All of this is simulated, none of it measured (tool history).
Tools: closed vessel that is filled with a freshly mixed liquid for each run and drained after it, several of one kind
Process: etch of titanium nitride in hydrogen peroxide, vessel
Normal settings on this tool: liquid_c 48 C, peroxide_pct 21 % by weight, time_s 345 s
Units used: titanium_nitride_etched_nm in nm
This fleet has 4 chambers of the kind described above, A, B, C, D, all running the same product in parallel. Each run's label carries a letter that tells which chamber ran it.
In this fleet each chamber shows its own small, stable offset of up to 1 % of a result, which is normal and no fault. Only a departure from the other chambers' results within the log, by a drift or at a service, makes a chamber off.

run,hour,liquid_c,peroxide_pct,time_s,"read-back film thickness of the titanium nitride reference wafer, read on the same gauge (nm)",titanium_nitride_etched_nm
1D,3.5,48,21,345,69.988,11.4120
2B,6.8,48,21,345,70.012,11.4820
3C,10.3,48,21,345,69.985,11.3500
4A,13.9,48,21,345,70.009,11.2920
5B,18.5,48,21,345,70.007,11.4630
6D,21.4,48,21,345,69.985,11.3190
7A,24.1,48,21,345,69.998,11.3290
8C,28.6,48,21,345,70.001,11.4650
9B,31.2,48,21,345,69.996,11.4500
10A,35.6,48,21,345,69.988,11.2440
11C,38.7,44,21,345,70.000,8.3222
12D,41.2,44,21,345,70.001,8.4545
13C,45.3,44,21,345,69.997,8.3492
14A,49.0,44,21,345,70.019,8.5018
15B,51.9,48,21,345,69.997,11.3690
16D,56.9,48,21,345,70.005,11.4350
17A,62.2,48,21,345,69.998,11.3040
18C,65.1,48,27,155,70.032,5.2672
# hour 67.1: chamber D: new drum of peroxide connected
19D,67.4,48,27,155,69.969,5.4377
20B,72.1,48,27,155,69.996,5.3245
21A,76.3,48,27,155,69.976,5.3645
22D,80.9,48,21,345,69.990,11.3570
23B,86.1,48,21,345,69.983,11.2190
# hour 88.9: chamber C: new drum of peroxide connected
24C,91.4,48,21,345,69.987,11.4610
25D,95.2,48,21,345,70.012,11.3650
26A,99.2,48,21,345,69.989,11.3810
27B,102.2,48,21,345,69.989,10.9460
28C,107.6,48,21,345,69.973,11.3440
29D,111.1,48,21,345,69.989,11.3670
30B,114.2,40,21,345,69.983,6.0119
31C,119.4,40,21,345,69.996,6.2389
32A,122.0,40,21,345,69.991,6.2625
33C,126.7,40,21,345,69.994,6.1402
34D,132.0,48,21,345,69.988,11.3150
35A,137.3,48,21,345,70.004,11.4100
36B,140.8,48,21,345,69.987,10.7240
37D,143.5,48,21,345,69.988,11.2950
38A,148.1,48,21,345,70.006,11.2270
39C,153.5,48,21,345,69.979,11.1690
40B,158.0,48,21,345,70.007,10.6880
41B,161.0,48,21,190,70.001,5.7683

Is one chamber off against the others, does the gauge drift, or is nothing wrong? If a chamber is off, say which, and what the likeliest cause is.

It is chamber B that slowly wanders off from its peers.
Likeliest cause: liquid colder than its thermometer reads (K) = 1.15.

Chamber B could run next with any of the 4 candidate recipes listed below; each alters the usual settings, and their results appear as question marks. Which one brings its results back in line with what the other chambers deliver on the usual settings?
In-line tolerance around the mean of the other chambers on the usual settings: titanium_nitride_etched_nm 0.3000 nm
42B-1,164.8,48.5,21,355,,?
42B-2,164.8,48.5,21,345,,?
42B-3,164.8,48.0,21,335,,?
42B-4,164.8,48.0,21,320,,?

What the other chambers average on the usual settings: titanium_nitride_etched_nm 11.3030 nm
run,titanium_nitride_etched_nm
42B-1,11.2060
42B-2,10.8900
42B-3,10.2000
42B-4,9.7436
42B-1 puts the chamber back in line with the other chambers.

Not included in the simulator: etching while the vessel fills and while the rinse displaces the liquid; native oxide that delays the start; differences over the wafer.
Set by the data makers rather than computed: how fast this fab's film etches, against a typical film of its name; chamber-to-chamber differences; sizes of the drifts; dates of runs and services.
